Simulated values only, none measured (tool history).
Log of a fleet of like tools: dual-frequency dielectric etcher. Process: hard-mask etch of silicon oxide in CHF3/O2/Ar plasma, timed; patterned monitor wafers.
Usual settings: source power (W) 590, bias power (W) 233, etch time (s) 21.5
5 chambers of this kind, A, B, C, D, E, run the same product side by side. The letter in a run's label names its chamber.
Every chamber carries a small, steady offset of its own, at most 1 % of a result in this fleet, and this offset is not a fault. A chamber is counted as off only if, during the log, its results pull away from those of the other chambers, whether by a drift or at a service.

run   hour  source power (W)  bias power (W)  etch time (s)  read-back reference wafer on the same gauge, depth_nm  mean etch depth across the wafer (nm)
 1C    6.7               590             233           21.5                                                 52.164                                 46.062
 2A   18.6               590             233           21.5                                                 52.189                                 46.166
 3B   27.3               590             233           21.5                                                 52.184                                 46.765
 4D   39.8               590             233           21.5                                                 52.149                                 45.331
 5E   51.9               590             233           21.5                                                 52.127                                 45.835
 6C   62.8               480             210           21.5                                                 52.146                                 41.203
 7B   74.2               480             210           21.5                                                 52.205                                 41.363
 8A   82.2               480             210           21.5                                                 52.193                                 40.851
 9D   90.6               480             210           21.5                                                 52.229                                 40.666
10E  102.6               480             210           21.5                                                 52.157                                 41.499
11A  114.6               590             233           21.5                                                 52.204                                 45.828
12B  122.9               590             233           21.5                                                 52.155                                 47.021
13E  129.5               590             233           21.5                                                 52.321                                 46.122
14D  140.5               590             233           21.5                                                 52.245                                 46.156
15C  146.7               590             233           21.5                                                 52.201                                 46.082
16E  157.7               590             233           21.5                                                 52.185                                 45.455
17D    166               590             233           21.5                                                 52.275                                 45.816
18A    172               530             233           21.5                                                 52.229                                 43.765
19C  180.3               530             233           21.5                                                 52.233                                 44.795
20B  191.3               530             233           21.5                                                 52.189                                 44.901
21B  203.3               530             233           21.5                                                 52.222                                 44.608
22C  212.5               530             233           21.5                                                 52.165                                 44.101
23E  224.1               590             233           21.5                                                 52.236                                 45.672
24D  232.3               630             233             25                                                 52.259                                 54.576
25A  239.1               630             233             25                                                 52.166                                 54.373
     246.7  -- chamber D: wet clean of the chamber
26D  247.9               630             233             25                                                 52.187                                 54.261
27C  257.1               630             233             25                                                 52.172                                 55.041
28E  266.1               630             233             25                                                 52.173                                  53.68
29A    278               590             233           21.5                                                 52.223                                 46.248
30B  284.8               590             233           21.5                                                 52.308                                 46.829
31C  290.8               590             233           21.5                                                  52.11                                 46.251
32B  301.1               590             233           21.5                                                 52.155                                 46.416
33D  308.1               590             233           21.5                                                  52.25                                 45.534
34A  316.6               590             233           21.5                                                 52.189                                 46.084
35E  327.4               590             233           21.5                                                 52.193                                 44.607
36D  335.8               590             233           21.5                                                  52.16                                 46.205
37E  341.3               590             233           24.5                                                 52.202                                 51.005

Is one chamber off against the others, does the gauge drift, or is nothing wrong? If a chamber is off, say which, and what the likeliest cause is.

Chamber E drifts away from the others.
Likeliest cause: etch rate under this chamber's usual, % = 3.29.

Which of the 4 candidates below, each the usual settings with something changed and its results left as question marks, puts chamber E back in line with what the other chambers give on the usual settings?
In-line tolerance around the mean of the other chambers on the usual settings: mean etch depth across the wafer (nm) 0.98
38E-1  350.4               590             234             22                                                                                             ?
38E-2  350.4               590             188           21.5                                                                                             ?
38E-3  350.4               590             213           21.5                                                                                             ?
38E-4  350.4               590             278           21.5                                                                                             ?

The other chambers' mean on the usual settings: mean etch depth across the wafer (nm) 46.15
  run  mean etch depth across the wafer (nm)
38E-1                                 45.969
38E-2                                 41.676
38E-3                                 43.482
38E-4                                 47.762
38E-1 puts the chamber back in line with the other chambers.
